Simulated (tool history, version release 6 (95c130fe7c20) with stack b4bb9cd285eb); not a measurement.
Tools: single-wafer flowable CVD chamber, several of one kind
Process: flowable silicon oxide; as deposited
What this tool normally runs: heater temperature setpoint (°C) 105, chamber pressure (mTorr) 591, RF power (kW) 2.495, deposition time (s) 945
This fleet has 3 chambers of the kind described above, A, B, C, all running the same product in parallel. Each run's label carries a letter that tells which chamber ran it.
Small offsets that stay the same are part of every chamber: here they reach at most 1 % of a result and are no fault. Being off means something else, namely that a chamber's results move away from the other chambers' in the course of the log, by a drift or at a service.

run	hour	heater temperature setpoint (°C)	chamber pressure (mTorr)	RF power (kW)	deposition time (s)	read-back reference wafer on the same gauge, thickness_nm	mean film thickness on the monitor wafer (Å)
1B	7.8	105	591	2.495	945	348.02	3338.9
2A	17.6	105	591	2.495	945	348.02	3342.7
3C	22.4	105	591	2.495	945	348.02	3301.8
4A	32.3	105	591	2.495	945	347.75	3332.5
5C	41.2	105	591	2.495	945	348.03	3303
6B	48	91	591	2.495	808	347.94	4542.6
7C	54.6	91	591	2.495	808	347.99	4525.3
8A	64.8	91	591	2.495	808	347.84	4569.3
9B	71.1	105	591	2.495	945	347.92	3328.2
10A	77	105	591	2.495	945	347.91	3354.2
11C	82.7	105	591	2.495	945	348.09	3310.3
12B	87.9	105	591	2.495	945	347.98	3343.9
13C	95.1	105	591	2.495	945	347.9	3307.9
# hour 101.7: chamber C: RF generator calibrated
14B	102.8	105	591	2.495	945	347.8	3337.1
15A	112.2	105	591	2.495	945	348.08	3360.3
16A	120.8	105	591	2.495	945	348.04	3361.8
17C	131.4	105	591	2.735	1096	348.09	3877.3
18B	138.4	105	591	2.735	1096	347.98	3905.7
19B	144.5	105	591	2.735	1096	348.14	3923.9
20C	154.7	105	591	2.705	945	348.06	3347.9
21A	159.9	105	591	2.705	945	348.05	3415.5
22B	168.5	105	591	2.705	945	348.08	3383.2
23C	177.9	105	591	2.495	945	348.08	3293.6
24A	187.3	105	591	2.495	945	347.85	3392.3
25A	194.6	105	591	2.495	945	347.93	3392.8
26C	204.2	105	591	2.495	945	347.84	3311.8
27B	211.7	105	591	2.495	945	348.11	3342.1
28C	221.5	105	591	2.495	945	348.02	3301.6
# hour 227.7: chamber A: RF generator calibrated
29B	230.5	105	591	2.495	945	347.91	3348.1
30A	238.6	105	591	2.495	945	348.09	3406.8
31C	244.6	111	591	2.495	945	348.15	2718.8
32A	255.1	111	591	2.495	945	348.14	2792.1
33B	262.9	111	591	2.495	945	348.02	2742.4
34C	272.5	105	591	2.495	1021	347.99	3582.7
35A	281.8	105	591	2.495	1021	348.04	3693.5
36B	291.4	105	591	2.495	1021	348.13	3619.8
37C	297.1	105	591	2.495	945	347.9	3299.3
38A	305.7	105	591	2.495	945	348.17	3428.4

Predict what each chamber gives when all 3 of them run the settings below next.
39A	313.3	105	591	2.495	945		?
39B	313.3	105	591	2.495	945		?
39C	313.3	105	591	2.495	945		?

run	mean film thickness on the monitor wafer (Å)
39A	3422.2
39B	3333.6
39C	3323.8
